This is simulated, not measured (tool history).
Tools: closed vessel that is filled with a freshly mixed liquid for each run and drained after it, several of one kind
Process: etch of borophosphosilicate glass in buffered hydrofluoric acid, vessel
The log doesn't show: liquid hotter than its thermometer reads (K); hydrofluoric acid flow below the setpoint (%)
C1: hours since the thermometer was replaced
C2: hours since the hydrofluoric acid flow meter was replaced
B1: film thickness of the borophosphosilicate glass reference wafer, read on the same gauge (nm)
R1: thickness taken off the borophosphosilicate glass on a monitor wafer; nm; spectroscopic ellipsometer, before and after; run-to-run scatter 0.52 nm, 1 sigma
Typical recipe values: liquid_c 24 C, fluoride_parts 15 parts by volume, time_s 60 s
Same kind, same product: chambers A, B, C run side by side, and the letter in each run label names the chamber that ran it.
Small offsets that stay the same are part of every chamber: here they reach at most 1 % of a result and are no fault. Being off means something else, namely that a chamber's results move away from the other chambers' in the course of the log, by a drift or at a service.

Run 1A, hour 7.9: usual settings; C1 360.4; C2 428.3; B1 49.947. Result: R1 111.54 nm.
Run 2C, hour 17.9: usual settings; C1 581.9; C2 415.6; B1 49.986. Result: R1 112.98 nm.
Run 3B, hour 26.6: usual settings; C1 446.7; C2 529.9; B1 49.991. Result: R1 112.69 nm.
Run 4C, hour 33.1: usual settings; C1 597.1; C2 430.8; B1 49.976. Result: R1 111.78 nm.
Run 5B, hour 41.6: usual settings; C1 461.7; C2 544.9; B1 50.013. Result: R1 112.52 nm.
Run 6A, hour 48.7: usual settings; C1 401.2; C2 469.1; B1 49.978. Result: R1 112.48 nm.
Run 7A, hour 58.7: usual settings; C1 411.2; C2 479.1; B1 49.996. Result: R1 112.86 nm.
Run 8B, hour 65.1: usual settings but fluoride_parts 17.5 parts by volume, time_s 30 s; C1 485.2; C2 568.4; B1 49.984. Result: R1 48.183 nm.
Run 9C, hour 73.1: usual settings but fluoride_parts 17.5 parts by volume, time_s 30 s; C1 637.1; C2 470.8; B1 49.995. Result: R1 48.296 nm.
Run 10A, hour 83.8: usual settings but fluoride_parts 17.5 parts by volume, time_s 30 s; C1 436.3; C2 504.2; B1 50.013. Result: R1 47.815 nm.
Run 11C, hour 95.1: usual settings but time_s 75 s; C1 659.1; C2 492.8; B1 49.96. Result: R1 139.97 nm.
Run 12B, hour 102.7: usual settings but time_s 75 s; C1 522.8; C2 606; B1 50.019. Result: R1 140.42 nm.
Run 13A, hour 112.7: usual settings but time_s 75 s; C1 465.2; C2 533.1; B1 50.043. Result: R1 139.5 nm.
Run 14C, hour 120.2: usual settings; C1 684.2; C2 517.9; B1 50.008. Result: R1 111.48 nm.
Run 15B, hour 125.9: usual settings; C1 546; C2 629.2; B1 49.977. Result: R1 112.17 nm.
Run 16B, hour 135.7: usual settings but fluoride_parts 10 parts by volume; C1 555.8; C2 639; B1 50.02. Result: R1 168.45 nm.
Run 17C, hour 143.4: usual settings but fluoride_parts 10 parts by volume; C1 707.4; C2 541.1; B1 50.042. Result: R1 165.44 nm.
Run 18A, hour 154.8: usual settings but fluoride_parts 10 parts by volume; C1 507.3; C2 575.2; B1 50.022. Result: R1 168.38 nm.
Run 19C, hour 164.2: usual settings; C1 728.2; C2 561.9; B1 49.988. Result: R1 112.64 nm.
Run 20B, hour 171.6: usual settings but fluoride_parts 17 parts by volume; C1 591.7; C2 674.9; B1 49.999. Result: R1 99.269 nm.
Run 21A, hour 180.8: usual settings but fluoride_parts 17 parts by volume; C1 533.3; C2 601.2; B1 50.012. Result: R1 99.119 nm.
Run 22C, hour 191.7: usual settings but fluoride_parts 17 parts by volume; C1 755.7; C2 589.4; B1 49.983. Result: R1 98.879 nm.
Run 23B, hour 197.1: usual settings; C1 617.2; C2 700.4; B1 50.005. Result: R1 111.26 nm.
Run 24A, hour 208.4: usual settings; C1 560.9; C2 628.8; B1 50.039. Result: R1 112.86 nm.
Run 25B, hour 214: usual settings; C1 634.1; C2 717.3; B1 49.954. Result: R1 112.93 nm.
At hour 221: chamber C: hydrofluoric acid flow meter replaced.
Run 26A, hour 222.8: usual settings; C1 575.3; C2 643.2; B1 49.999. Result: R1 112.75 nm.
Run 27C, hour 232.4: usual settings; C1 796.4; C2 11.4; B1 49.984. Result: R1 111.82 nm.
Run 28A, hour 238.1: usual settings but liquid_c 21 C, fluoride_parts 19 parts by volume; C1 590.6; C2 658.5; B1 50.001. Result: R1 76.112 nm.
Run 29B, hour 246.7: usual settings but liquid_c 21 C, fluoride_parts 19 parts by volume; C1 666.8; C2 750; B1 50.013. Result: R1 75.734 nm.
Run 30C, hour 255.9: usual settings but liquid_c 21 C, fluoride_parts 19 parts by volume; C1 819.9; C2 34.9; B1 50.001. Result: R1 75.473 nm.
At hour 260: chamber A: hydrofluoric acid flow meter replaced.
Run 31B, hour 265.5: usual settings; C1 685.6; C2 768.8; B1 50.018. Result: R1 111.96 nm.
Run 32A, hour 273.1: usual settings; C1 625.6; C2 13.2; B1 49.995. Result: R1 113.32 nm.
Run 33C, hour 278.5: usual settings; C1 842.5; C2 57.5; B1 49.991. Result: R1 112.99 nm.
Run 34B, hour 288.4: usual settings; C1 708.5; C2 791.7; B1 49.982. Result: R1 112.72 nm.
Run 35A, hour 298.4: usual settings; C1 650.9; C2 38.5; B1 49.971. Result: R1 111.96 nm.
Run 36C, hour 304.2: usual settings; C1 868.2; C2 83.2; B1 50.001. Result: R1 112.77 nm.
Run 37B, hour 315: usual settings; C1 735.1; C2 818.3; B1 50.028. Result: R1 111.93 nm.
Run 38A, hour 323.6: usual settings but liquid_c 28 C, fluoride_parts 19.5 parts by volume; C1 676.1; C2 63.7; B1 50.014. Result: R1 107.89 nm.
Run 39C, hour 333.1: usual settings but liquid_c 28 C, fluoride_parts 19.5 parts by volume; C1 897.1; C2 112.1; B1 50.059. Result: R1 108.47 nm.
Run 40C, hour 338.8: usual settings but liquid_c 28 C, fluoride_parts 19.5 parts by volume; C1 902.8; C2 117.8; B1 50.026. Result: R1 107.83 nm.
Run 41A, hour 344.6: usual settings but time_s 80 s; C1 697.1; C2 84.7; B1 50.011. Result: R1 150.26 nm.
Run 42B, hour 352.9: usual settings but time_s 80 s; C1 773; C2 856.2; B1 49.986. Result: R1 149.53 nm.
Run 43B, hour 360: usual settings but time_s 80 s; C1 780.1; C2 863.3; B1 50.009. Result: R1 150.2 nm.
Run 44C, hour 371.3: usual settings; C1 935.3; C2 150.3; B1 50.012. Result: R1 112 nm.

Each of the 3 chambers runs these same settings next. Fill in every chamber's results:
Run 45A, hour 380.1: usual settings but liquid_c 27 C. Result: R1 ?.
Run 45B, hour 380.1: usual settings but liquid_c 27 C. Result: R1 ?.
Run 45C, hour 380.1: usual settings but liquid_c 27 C. Result: R1 ?.

run      R1
45A  132.09
45B  132.24
45C  131.54

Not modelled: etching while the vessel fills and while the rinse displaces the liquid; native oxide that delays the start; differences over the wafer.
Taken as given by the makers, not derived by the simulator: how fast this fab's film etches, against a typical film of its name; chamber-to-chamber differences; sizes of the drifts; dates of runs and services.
